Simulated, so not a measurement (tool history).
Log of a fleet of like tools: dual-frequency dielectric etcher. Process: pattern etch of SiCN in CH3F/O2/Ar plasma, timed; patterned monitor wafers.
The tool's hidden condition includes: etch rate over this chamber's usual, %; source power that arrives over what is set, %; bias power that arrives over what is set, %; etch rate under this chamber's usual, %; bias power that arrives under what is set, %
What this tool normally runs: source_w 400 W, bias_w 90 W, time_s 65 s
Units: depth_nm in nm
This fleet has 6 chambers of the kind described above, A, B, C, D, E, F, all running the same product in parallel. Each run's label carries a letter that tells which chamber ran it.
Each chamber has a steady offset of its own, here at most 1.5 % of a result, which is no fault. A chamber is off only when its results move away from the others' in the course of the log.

run   hour  source_w  bias_w  time_s  hours since the last wet clean  hours since the last source power generator calibration  hours since the last bias power generator calibration  read-back reference wafer on the same gauge, depth_nm  depth_nm
 1E    5.8       400      90      65                            63.5                                                     1973                                                 1428.9                                                 27.109    26.531
 2C      9       400      90      65                           320.9                                                    936.6                                                   1581                                                 27.103    26.293
 3F   15.6       400      90      65                           363.6                                                    397.3                                                 3340.3                                                 27.108    26.183
 4B     22       400      90      65                            97.4                                                    858.4                                                  669.8                                                 27.116    26.364
 5D   26.7       400      90      65                           252.2                                                   4182.7                                                 2502.7                                                 27.111    26.477
 6A   30.2       400      90      65                             460                                                     63.8                                                  717.8                                                 27.118    26.414
 7D   34.5       400      90      65                             260                                                   4190.5                                                 2510.5                                                  27.12    26.513
 8C   39.4       400      90      65                           351.3                                                      967                                                 1611.4                                                 27.129    26.277
 9F   43.2       400      90      65                           391.2                                                    424.9                                                 3367.9                                                 27.119    26.206
10A   48.3       400      90      65                           478.1                                                     81.9                                                  735.9                                                 27.134    26.499
11B   51.6       400      90      65                             127                                                      888                                                  699.4                                                 27.126    26.443
12E   55.3       400      90      65                             113                                                   2022.5                                                 1478.4                                                 27.127    26.542
13B   58.3       400      90    56.5                           133.7                                                    894.7                                                  706.1                                                 27.136    22.962
14A   61.9       400      90    56.5                           491.7                                                     95.5                                                  749.5                                                 27.137     23.04
15F   68.7       400      90    56.5                           416.7                                                    450.4                                                 3393.4                                                 27.135    22.754
16E   75.6       400      90    56.5                           133.3                                                   2042.8                                                 1498.7                                                 27.144    23.053
17D   82.6       400      90    56.5                           308.1                                                   4238.6                                                 2558.6                                                 27.155    23.062
18C   87.8       400      90    56.5                           399.7                                                   1015.4                                                 1659.8                                                 27.161    22.891
19A   94.6       400      90      65                           524.4                                                    128.2                                                  782.2                                                 27.165    26.528
20B   97.9       400      90      65                           173.3                                                    934.3                                                  745.7                                                 27.159     26.44
21E  102.1       400      90      65                           159.8                                                   2069.3                                                 1525.2                                                 27.159    26.569
22D  107.7       400      90      65                           333.2                                                   4263.7                                                 2583.7                                                 27.162    26.482
23F  112.8       400      90      65                           460.8                                                    494.5                                                 3437.5                                                 27.172    26.204
24C  118.8       400      90      65                           430.7                                                   1046.4                                                 1690.8                                                 27.179    26.239
25F  125.5       400      90      65                           473.5                                                    507.2                                                 3450.2                                                 27.178    26.281
     127.6  -- chamber A: wet clean of the chamber
26B  131.2       400      90      65                           206.6                                                    967.6                                                    779                                                 27.181     26.46
27E  136.7       400      90      65                           194.4                                                   2103.9                                                 1559.8                                                 27.181    26.557
28C  143.5       400      90      65                           455.4                                                   1071.1                                                 1715.5                                                 27.191    26.318
29A    147       400      90      65                            19.4                                                    180.6                                                  834.6                                                 27.192    26.553
30D    151       400      90      65                           376.5                                                     4307                                                   2627                                                 27.205    26.574
     152.5  -- chamber F: wet clean of the chamber
31F  155.1       400      90      65                             2.7                                                    536.8                                                 3479.8                                                 27.208    26.273
32C  159.9       400      90      65                           471.8                                                   1087.5                                                 1731.9                                                 27.201    26.351
33B  166.9       400     109      65                           242.3                                                   1003.3                                                  814.7                                                 27.203     28.43
34E    170       400     109      65                           227.7                                                   2137.2                                                 1593.1                                                  27.21    28.537
35A  175.8       400     109      65                            48.2                                                    209.4                                                  863.4                                                 27.204    28.471
36D  182.1       400     109      65                           407.6                                                   4338.1                                                 2658.1                                                 27.214    28.571

Does one chamber stand apart from the rest, does the shared gauge drift, or is all well apart from small per-chamber offsets? Give the chamber and the most likely cause, where there is one.

Every chamber seems to shift together because the gauge that measures them all drifts; the chambers themselves are fine.
Likeliest cause: gauge reads high (%) = 0.441.
